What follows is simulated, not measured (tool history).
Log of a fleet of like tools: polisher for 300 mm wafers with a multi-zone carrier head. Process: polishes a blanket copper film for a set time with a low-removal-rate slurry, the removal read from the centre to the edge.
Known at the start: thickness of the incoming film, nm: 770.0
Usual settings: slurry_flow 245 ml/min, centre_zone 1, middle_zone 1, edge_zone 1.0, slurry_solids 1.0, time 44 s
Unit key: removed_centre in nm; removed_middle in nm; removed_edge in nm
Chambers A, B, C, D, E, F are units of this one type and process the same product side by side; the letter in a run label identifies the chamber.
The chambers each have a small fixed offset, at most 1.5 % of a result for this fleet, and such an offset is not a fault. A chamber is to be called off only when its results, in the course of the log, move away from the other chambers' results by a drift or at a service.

run,hour,slurry_flow,centre_zone,middle_zone,edge_zone,slurry_solids,time,wafers polished on this pad,hours since the slurry nozzle was cleaned,hours since the centre zone pressure was calibrated,hours since the edge zone pressure was calibrated,removed_centre,removed_middle,removed_edge
1A,3.4,245,1,1,1.0,1.0,44,376,465.0,238.3,642.6,108.750,107.840,111.640
# hour 5.0: chamber B: worn pad replaced by a new one
2C,7.2,245,1,1,1.0,1.0,44,98,148.4,795.8,682.5,109.420,108.410,107.190
3B,12.8,245,1,1,1.0,1.0,44,69,227.5,423.6,149.9,109.250,109.640,108.660
# hour 17.3: chamber F: worn pad replaced by a new one
4E,18.3,245,1,1,1.0,1.0,44,558,134.5,29.0,49.4,108.910,110.960,109.600
# hour 21.8: chamber A: worn pad replaced by a new one
5F,23.5,245,1,1,1.0,1.0,44,55,60.0,544.4,73.4,108.760,108.380,108.130
6D,28.3,245,1,1,1.0,1.0,44,290,664.5,235.6,657.5,109.060,106.080,109.260
7A,31.4,245,1,1,1.0,1.0,56,85,493.0,266.3,670.6,138.760,140.810,137.140
8D,36.5,245,1,1,1.0,1.0,56,363,672.7,243.8,665.7,138.220,136.790,138.840
9F,41.7,245,1,1,1.0,1.0,56,216,78.2,562.6,91.6,136.940,136.990,138.630
10C,46.5,245,1,1,1.0,1.0,56,446,187.7,835.1,721.8,138.430,137.950,139.780
11B,49.9,245,1,1,1.0,1.0,56,398,264.6,460.7,187.0,139.560,137.360,140.180
12E,53.8,245,1,1,1.0,1.0,56,872,170.0,64.5,84.9,141.580,137.820,141.350
13D,57.2,245,1,1,1.0,1.0,44,546,693.4,264.5,686.4,109.190,107.500,107.490
14C,60.2,245,1,1,1.0,1.0,32,568,201.4,848.8,735.5,79.278,79.485,78.870
15A,65.4,245,1,1,1.0,1.0,32,386,527.0,300.3,704.6,78.477,77.898,79.962
# hour 70.4: chamber B: worn pad replaced by a new one
16F,70.9,245,1,1,1.0,1.0,32,475,107.4,591.8,120.8,79.942,79.784,80.353
17E,74.0,245,1,1,1.0,1.0,32,1051,190.2,84.7,105.1,80.299,80.053,78.728
18B,78.0,245,1,1,1.0,1.0,32,67,292.7,488.8,215.1,79.087,79.516,78.001
# hour 78.5: chamber A: worn pad replaced by a new one
# hour 79.0: chamber D: worn pad replaced by a new one
19E,80.6,245,1,1,1.0,1.0,32,1110,196.8,91.3,111.7,79.323,81.099,80.215
# hour 80.7: chamber E: worn pad replaced by a new one
20D,85.3,245,1,1,1.0,1.0,44,56,721.5,292.6,714.5,109.230,106.320,108.610
21B,88.6,245,1,1,1.0,1.0,44,161,303.3,499.4,225.7,110.010,108.100,107.240
# hour 90.4: chamber D: slurry nozzle cleaned
22C,93.5,245,1,1,1.0,1.0,44,863,234.7,882.1,768.8,109.050,106.290,108.640
# hour 96.0: chamber F: worn pad replaced by a new one
23F,96.3,245,1,1,1.0,1.0,44,3,132.8,617.2,146.2,109.310,109.460,106.760
24A,101.7,245,1,1,1.0,1.0,44,205,563.3,336.6,740.9,108.340,106.960,108.630
# hour 102.5: chamber C: worn pad replaced by a new one
25B,104.7,245,1,1,1.0,1.0,44,304,319.4,515.5,241.8,108.110,108.470,110.720
26C,108.0,245,1,1,1.0,1.0,44,49,249.2,896.6,783.3,108.870,106.590,107.470
27A,111.9,245,1,1,1.0,1.0,44,296,573.5,346.8,751.1,107.950,107.170,107.170
28D,116.4,245,1,1,1.0,1.0,44,331,26.1,323.7,745.6,108.180,107.440,108.700
29E,121.2,245,1,1,1.0,1.0,44,359,237.4,131.9,152.3,110.450,111.370,108.610
30F,124.6,245,1,1,1.0,1.0,44,253,161.1,645.5,174.5,107.430,106.840,107.290
# hour 125.9: chamber B: worn pad replaced by a new one
31A,127.9,170,1,1,1.0,1.0,44,437,589.5,362.8,767.1,102.640,101.720,104.650
32C,132.6,170,1,1,1.0,1.0,44,267,273.8,921.2,807.9,103.290,102.630,103.860
# hour 136.9: chamber A: worn pad replaced by a new one
33B,137.5,170,1,1,1.0,1.0,44,102,352.2,548.3,274.6,101.730,100.360,106.260
# hour 138.9: chamber B: slurry nozzle cleaned
34F,141.5,170,1,1,1.0,1.0,44,403,178.0,662.4,191.4,103.180,103.370,104.500
35D,147.2,170,1,1,1.0,1.0,44,604,56.9,354.5,776.4,102.500,100.730,104.730
36E,151.8,170,1,1,1.0,1.0,44,630,268.0,162.5,182.9,104.440,104.870,104.190
# hour 153.7: chamber D: worn pad replaced by a new one
37C,155.3,245,1,1,1.0,1.0,44,468,296.5,943.9,830.6,109.460,107.970,110.640
38A,158.2,245,1,1,1.0,1.0,44,189,619.8,393.1,797.4,107.870,109.370,111.750
39E,162.2,245,1,1,1.0,1.0,44,722,278.4,172.9,193.3,108.800,108.920,108.990
40D,166.3,245,1,1,1.0,1.0,44,112,76.0,373.6,795.5,107.220,107.780,107.860
41F,170.9,245,1,1,1.0,1.0,44,663,207.4,691.8,220.8,107.560,108.740,107.910
42B,175.1,245,1,1,1.0,0.8,49,435,36.3,585.9,312.2,115.260,115.650,114.340
43C,178.8,245,1,1,1.0,0.8,49,676,320.0,967.4,854.1,116.230,117.840,115.630

Each of the 6 chambers runs these same settings next. Fill in every chamber's results:
44A,183.0,245,1,1,1.1,1.0,44,,,,,?,?,?
44B,183.0,245,1,1,1.1,1.0,44,,,,,?,?,?
44C,183.0,245,1,1,1.1,1.0,44,,,,,?,?,?
44D,183.0,245,1,1,1.1,1.0,44,,,,,?,?,?
44E,183.0,245,1,1,1.1,1.0,44,,,,,?,?,?
44F,183.0,245,1,1,1.1,1.0,44,,,,,?,?,?

run,removed_centre,removed_middle,removed_edge
44A,107.500,109.990,115.600
44B,108.140,109.550,114.240
44C,109.600,104.820,115.170
44D,108.530,108.710,113.370
44E,110.990,111.770,114.650
44F,108.490,110.090,115.230
